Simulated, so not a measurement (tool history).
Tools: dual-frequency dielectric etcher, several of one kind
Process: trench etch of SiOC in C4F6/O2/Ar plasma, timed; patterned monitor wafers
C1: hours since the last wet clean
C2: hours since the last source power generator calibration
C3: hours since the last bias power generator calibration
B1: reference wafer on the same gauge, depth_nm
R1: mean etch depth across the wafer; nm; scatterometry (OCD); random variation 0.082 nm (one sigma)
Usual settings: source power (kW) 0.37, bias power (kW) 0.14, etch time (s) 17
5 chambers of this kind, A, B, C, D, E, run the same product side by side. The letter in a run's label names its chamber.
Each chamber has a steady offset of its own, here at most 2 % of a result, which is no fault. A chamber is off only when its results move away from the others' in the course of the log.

{"run": "1D", "hour": 3.5, "source power (kW)": 0.37, "bias power (kW)": 0.14, "etch time (s)": 17, "C1": 75.8, "C2": 1163.2, "C3": 2165, "B1": 32.516, "R1": 31.724}
{"run": "2C", "hour": 7.3, "source power (kW)": 0.37, "bias power (kW)": 0.14, "etch time (s)": 17, "C1": 321.6, "C2": 367, "C3": 1959.6, "B1": 32.502, "R1": 32.294}
{"run": "3E", "hour": 10.7, "source power (kW)": 0.37, "bias power (kW)": 0.14, "etch time (s)": 17, "C1": 387.7, "C2": 4689, "C3": 623.9, "B1": 32.514, "R1": 31.68}
{"run": "4B", "hour": 14.6, "source power (kW)": 0.37, "bias power (kW)": 0.14, "etch time (s)": 17, "C1": 347.7, "C2": 290.5, "C3": 1418.4, "B1": 32.507, "R1": 31.538}
{"run": "5A", "hour": 17.9, "source power (kW)": 0.37, "bias power (kW)": 0.109, "etch time (s)": 17, "C1": 117.9, "C2": 2709.3, "C3": 2397.5, "B1": 32.531, "R1": 29.482}
{"run": "6C", "hour": 20.9, "source power (kW)": 0.37, "bias power (kW)": 0.109, "etch time (s)": 17, "C1": 335.2, "C2": 380.6, "C3": 1973.2, "B1": 32.487, "R1": 29.828}
{"run": "7E", "hour": 23.1, "source power (kW)": 0.37, "bias power (kW)": 0.109, "etch time (s)": 17, "C1": 400.1, "C2": 4701.4, "C3": 636.3, "B1": 32.486, "R1": 29.431}
{"hour": 25.4, "done": "chamber C: wet clean of the chamber"}
{"run": "8D", "hour": 26.7, "source power (kW)": 0.37, "bias power (kW)": 0.109, "etch time (s)": 17, "C1": 99, "C2": 1186.4, "C3": 2188.2, "B1": 32.522, "R1": 29.251}
{"run": "9A", "hour": 29.7, "source power (kW)": 0.37, "bias power (kW)": 0.109, "etch time (s)": 17, "C1": 129.7, "C2": 2721.1, "C3": 2409.3, "B1": 32.495, "R1": 29.571}
{"run": "10B", "hour": 32.0, "source power (kW)": 0.37, "bias power (kW)": 0.14, "etch time (s)": 17, "C1": 365.1, "C2": 307.9, "C3": 1435.8, "B1": 32.505, "R1": 31.672}
{"run": "11D", "hour": 35.4, "source power (kW)": 0.37, "bias power (kW)": 0.14, "etch time (s)": 17, "C1": 107.7, "C2": 1195.1, "C3": 2196.9, "B1": 32.518, "R1": 31.479}
{"hour": 37.5, "done": "chamber E: source power generator calibrated"}
{"run": "12B", "hour": 37.5, "source power (kW)": 0.37, "bias power (kW)": 0.14, "etch time (s)": 17, "C1": 370.6, "C2": 313.4, "C3": 1441.3, "B1": 32.53, "R1": 31.522}
{"run": "13C", "hour": 41.5, "source power (kW)": 0.37, "bias power (kW)": 0.14, "etch time (s)": 20, "C1": 16.2, "C2": 401.2, "C3": 1993.8, "B1": 32.514, "R1": 37.901}
{"run": "14E", "hour": 44.6, "source power (kW)": 0.37, "bias power (kW)": 0.14, "etch time (s)": 20, "C1": 421.6, "C2": 7.2, "C3": 657.8, "B1": 32.485, "R1": 37.4}
{"run": "15A", "hour": 47.2, "source power (kW)": 0.37, "bias power (kW)": 0.14, "etch time (s)": 20, "C1": 147.2, "C2": 2738.6, "C3": 2426.8, "B1": 32.499, "R1": 37.496}
{"run": "16A", "hour": 49.8, "source power (kW)": 0.37, "bias power (kW)": 0.14, "etch time (s)": 20, "C1": 149.8, "C2": 2741.2, "C3": 2429.4, "B1": 32.488, "R1": 37.365}
{"run": "17E", "hour": 52.1, "source power (kW)": 0.37, "bias power (kW)": 0.14, "etch time (s)": 20, "C1": 429.1, "C2": 14.7, "C3": 665.3, "B1": 32.506, "R1": 37.059}
{"run": "18C", "hour": 55.3, "source power (kW)": 0.37, "bias power (kW)": 0.109, "etch time (s)": 20, "C1": 30, "C2": 415, "C3": 2007.6, "B1": 32.526, "R1": 35.166}
{"run": "19B", "hour": 58.9, "source power (kW)": 0.37, "bias power (kW)": 0.109, "etch time (s)": 20, "C1": 392, "C2": 334.8, "C3": 1462.7, "B1": 32.508, "R1": 34.397}
{"run": "20D", "hour": 62.5, "source power (kW)": 0.37, "bias power (kW)": 0.109, "etch time (s)": 20, "C1": 134.8, "C2": 1222.2, "C3": 2224, "B1": 32.478, "R1": 34.262}
{"run": "21E", "hour": 65.4, "source power (kW)": 0.37, "bias power (kW)": 0.109, "etch time (s)": 20, "C1": 442.4, "C2": 28, "C3": 678.6, "B1": 32.5, "R1": 34.604}
{"run": "22D", "hour": 67.5, "source power (kW)": 0.37, "bias power (kW)": 0.109, "etch time (s)": 20, "C1": 139.8, "C2": 1227.2, "C3": 2229, "B1": 32.491, "R1": 34.156}
{"run": "23A", "hour": 70.6, "source power (kW)": 0.37, "bias power (kW)": 0.14, "etch time (s)": 17, "C1": 170.6, "C2": 2762, "C3": 2450.2, "B1": 32.492, "R1": 31.851}
{"run": "24B", "hour": 74.7, "source power (kW)": 0.37, "bias power (kW)": 0.14, "etch time (s)": 17, "C1": 407.8, "C2": 350.6, "C3": 1478.5, "B1": 32.518, "R1": 31.477}
{"run": "25C", "hour": 76.9, "source power (kW)": 0.37, "bias power (kW)": 0.158, "etch time (s)": 17, "C1": 51.6, "C2": 436.6, "C3": 2029.2, "B1": 32.494, "R1": 33.488}
{"run": "26A", "hour": 78.9, "source power (kW)": 0.37, "bias power (kW)": 0.158, "etch time (s)": 17, "C1": 178.9, "C2": 2770.3, "C3": 2458.5, "B1": 32.486, "R1": 32.968}
{"run": "27B", "hour": 81.6, "source power (kW)": 0.37, "bias power (kW)": 0.158, "etch time (s)": 17, "C1": 414.7, "C2": 357.5, "C3": 1485.4, "B1": 32.517, "R1": 32.605}
{"run": "28D", "hour": 84.0, "source power (kW)": 0.37, "bias power (kW)": 0.158, "etch time (s)": 17, "C1": 156.3, "C2": 1243.7, "C3": 2245.5, "B1": 32.502, "R1": 32.257}
{"run": "29C", "hour": 86.0, "source power (kW)": 0.37, "bias power (kW)": 0.158, "etch time (s)": 17, "C1": 60.7, "C2": 445.7, "C3": 2038.3, "B1": 32.487, "R1": 33.63}
{"run": "30E", "hour": 90.2, "source power (kW)": 0.37, "bias power (kW)": 0.14, "etch time (s)": 17, "C1": 467.2, "C2": 52.8, "C3": 703.4, "B1": 32.492, "R1": 31.71}
{"run": "31D", "hour": 93.5, "source power (kW)": 0.37, "bias power (kW)": 0.14, "etch time (s)": 17, "C1": 165.8, "C2": 1253.2, "C3": 2255, "B1": 32.504, "R1": 31.077}
{"run": "32B", "hour": 97.0, "source power (kW)": 0.37, "bias power (kW)": 0.14, "etch time (s)": 17, "C1": 430.1, "C2": 372.9, "C3": 1500.8, "B1": 32.493, "R1": 31.604}
{"run": "33C", "hour": 100.7, "source power (kW)": 0.43, "bias power (kW)": 0.14, "etch time (s)": 21, "C1": 75.4, "C2": 460.4, "C3": 2053, "B1": 32.5, "R1": 42.284}
{"run": "34E", "hour": 102.8, "source power (kW)": 0.43, "bias power (kW)": 0.14, "etch time (s)": 21, "C1": 479.8, "C2": 65.4, "C3": 716, "B1": 32.519, "R1": 41.698}
{"run": "35A", "hour": 104.8, "source power (kW)": 0.43, "bias power (kW)": 0.14, "etch time (s)": 21, "C1": 204.8, "C2": 2796.2, "C3": 2484.4, "B1": 32.484, "R1": 41.683}
{"run": "36C", "hour": 107.1, "source power (kW)": 0.43, "bias power (kW)": 0.14, "etch time (s)": 21, "C1": 81.8, "C2": 466.8, "C3": 2059.4, "B1": 32.486, "R1": 42.079}

What goes on in this fleet: one chamber off, a drifting gauge, or nothing beyond the chambers' own small offsets? Name the chamber and the cause, if any.

Chamber D drifts away from the others.
Cause: source power that arrives under what is set, % = 5.15.
The log may not tell that from: etch rate under this chamber's usual, %.

Here are 4 candidates for chamber D's next run, each the usual settings with a change, their results left as question marks. Which one brings its results back in line with what the others give on the usual settings?
In line means no further than this from the other chambers' mean on the usual settings: R1 0.29 nm
{"run": "37D-1", "hour": 110.1, "source power (kW)": 0.37, "bias power (kW)": 0.151, "etch time (s)": 17, "R1": "?"}
{"run": "37D-2", "hour": 110.1, "source power (kW)": 0.34, "bias power (kW)": 0.131, "etch time (s)": 17, "R1": "?"}
{"run": "37D-3", "hour": 110.1, "source power (kW)": 0.37, "bias power (kW)": 0.164, "etch time (s)": 17, "R1": "?"}
{"run": "37D-4", "hour": 110.1, "source power (kW)": 0.35, "bias power (kW)": 0.14, "etch time (s)": 17, "R1": "?"}

The other chambers' mean on the usual settings: R1 31.8 nm
run=37D-1 R1=31.796
run=37D-2 R1=29.467
run=37D-3 R1=32.618
run=37D-4 R1=30.404
37D-1 brings the chamber back in line.
